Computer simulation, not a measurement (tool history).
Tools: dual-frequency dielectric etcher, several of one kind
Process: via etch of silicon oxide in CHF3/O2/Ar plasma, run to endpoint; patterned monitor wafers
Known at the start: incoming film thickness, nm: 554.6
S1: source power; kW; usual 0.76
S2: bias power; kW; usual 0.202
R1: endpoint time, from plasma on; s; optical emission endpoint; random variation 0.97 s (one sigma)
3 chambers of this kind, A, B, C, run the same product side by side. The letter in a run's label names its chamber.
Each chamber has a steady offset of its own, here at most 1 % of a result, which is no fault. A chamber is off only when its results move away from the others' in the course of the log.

run 1B hour=10.5 | S1=0.76 S2=0.202 | R1=246
run 2C hour=18.1 | S1=0.76 S2=0.202 | R1=248.43
run 3A hour=27.6 | S1=0.76 S2=0.202 | R1=248.47
run 4A hour=34.3 | S1=0.76 S2=0.202 | R1=248.81
run 5B hour=43.5 | S1=0.76 S2=0.202 | R1=244.73
run 6C hour=53.3 | S1=0.76 S2=0.202 | R1=249.37
run 7A hour=64.6 | S1=0.76 S2=0.202 | R1=250.42
run 8C hour=76.5 | S1=0.76 S2=0.202 | R1=248.28
run 9B hour=86.8 | S1=0.68 S2=0.225 | R1=245.53
run 10A hour=96.7 | S1=0.68 S2=0.225 | R1=250.63
run 11C hour=103.9 | S1=0.68 S2=0.225 | R1=250.18
run 12B hour=110.1 | S1=0.76 S2=0.202 | R1=247.66
run 13B hour=118.8 | S1=0.76 S2=0.202 | R1=247.48
run 14A hour=128 | S1=0.76 S2=0.202 | R1=253.67
run 15C hour=135.1 | S1=0.76 S2=0.202 | R1=246.32
run 16B hour=143.1 | S1=0.76 S2=0.202 | R1=247.06
run 17A hour=153.8 | S1=0.76 S2=0.202 | R1=255.33
run 18C hour=159.1 | S1=0.76 S2=0.202 | R1=249.94
-- hour=166.4 chamber C: wet clean of the chamber
run 19A hour=167.1 | S1=0.76 S2=0.202 | R1=258.02
run 20B hour=172.7 | S1=0.76 S2=0.217 | R1=240.14
run 21C hour=179.2 | S1=0.76 S2=0.217 | R1=241.5
run 22C hour=191.1 | S1=0.76 S2=0.217 | R1=242.25

Is one chamber off against the others, does the gauge drift, or is nothing wrong? If a chamber is off, say which, and what the likeliest cause is.

Chamber A drifts away from the others.
Cause: etch rate under this chamber's usual, % = 3.98.

Here are 4 candidates for chamber A's next run, each the usual settings with a change, their results left as question marks. Which one brings its results back in line with what the others give on the usual settings?
In line means no further than this from the other chambers' mean on the usual settings: R1 3.4 s
run 23A-1 hour=199.6 | S1=0.94 S2=0.202 | R1=?
run 23A-2 hour=199.6 | S1=0.85 S2=0.202 | R1=?
run 23A-3 hour=199.6 | S1=0.67 S2=0.202 | R1=?
run 23A-4 hour=199.6 | S1=0.61 S2=0.202 | R1=?

The other chambers' mean on the usual settings: R1 247.46 s
run=23A-1 R1=238.07
run=23A-2 R1=247.35
run=23A-3 R1=270.63
run=23A-4 R1=280.34
23A-2 brings the chamber back in line.

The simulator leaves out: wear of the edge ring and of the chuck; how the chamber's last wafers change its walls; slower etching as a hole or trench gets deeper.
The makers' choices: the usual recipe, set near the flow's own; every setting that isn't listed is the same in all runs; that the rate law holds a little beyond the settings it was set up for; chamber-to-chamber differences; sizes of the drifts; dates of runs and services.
